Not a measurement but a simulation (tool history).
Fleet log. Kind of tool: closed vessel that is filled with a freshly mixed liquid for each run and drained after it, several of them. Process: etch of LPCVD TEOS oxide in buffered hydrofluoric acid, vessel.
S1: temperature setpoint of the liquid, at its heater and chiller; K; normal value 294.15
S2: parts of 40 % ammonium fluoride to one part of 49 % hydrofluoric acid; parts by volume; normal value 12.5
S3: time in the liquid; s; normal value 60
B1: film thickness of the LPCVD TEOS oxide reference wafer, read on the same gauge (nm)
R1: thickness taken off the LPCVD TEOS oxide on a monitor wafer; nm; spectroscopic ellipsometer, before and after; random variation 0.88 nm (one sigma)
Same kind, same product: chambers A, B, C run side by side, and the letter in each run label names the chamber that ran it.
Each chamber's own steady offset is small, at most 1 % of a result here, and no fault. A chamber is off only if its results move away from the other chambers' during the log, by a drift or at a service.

run   hour      S1    S2  S3      B1      R1
 1B     11  294.15  12.5  60  130.03  137.76
 2C   19.7  294.15  12.5  60  129.99  138.13
 3A   25.5  294.15  12.5  60  129.99  135.47
 4B   30.6  294.15  12.5  60  129.99  137.52
 5C   37.8  294.15  12.5  60  130.01  135.58
 6A   45.9  298.65  12.5  60  129.98   174.1
 7A   57.4  298.65  12.5  60  130.02  175.06
 8B   63.1  298.65  12.5  60  130.02  175.78
 9C   72.5  294.15  12.5  60  129.97  136.77
10C     80  294.15  12.5  60  130.05  137.85
11B   90.3  294.15  12.5  60     130  137.24
12A  100.3  294.15  12.5  60  130.01  136.85
13C  109.5  294.15  12.5  60  130.02  138.04
14A  116.5  294.15  12.5  60     130   137.4
15B  125.8  294.15  12.5  60  129.98  137.33
16C  130.8  294.15  12.5  60  130.03  140.45
17A    142  296.15  12.5  45  130.05  114.39
18B  149.7  296.15  12.5  45  130.02  116.66
19B  159.1  296.15  12.5  45  129.98  115.58
20A    167  294.15  12.5  60  130.02  135.32
21C  174.1  294.15  12.5  60  129.97  137.09
22A  183.5  297.65  12.5  75  130.03  205.44
23C  188.7  297.65  12.5  75  129.99  210.32
24B  199.2  297.65  12.5  75  129.99  209.27
25C  209.6  294.15  15.5  45  130.01  83.943
26A  218.7  294.15  15.5  45  130.02  82.897
27B  228.2  294.15  15.5  45  129.99  83.042
28B  238.6  294.15  12.5  60  130.03  139.56

Each of the 3 chambers runs these same settings next. Fill in every chamber's results:
29A  246.9  294.15   9  60       ?
29B  246.9  294.15   9  60       ?
29C  246.9  294.15   9  60       ?

run      R1
29A  181.77
29B  183.59
29C     184

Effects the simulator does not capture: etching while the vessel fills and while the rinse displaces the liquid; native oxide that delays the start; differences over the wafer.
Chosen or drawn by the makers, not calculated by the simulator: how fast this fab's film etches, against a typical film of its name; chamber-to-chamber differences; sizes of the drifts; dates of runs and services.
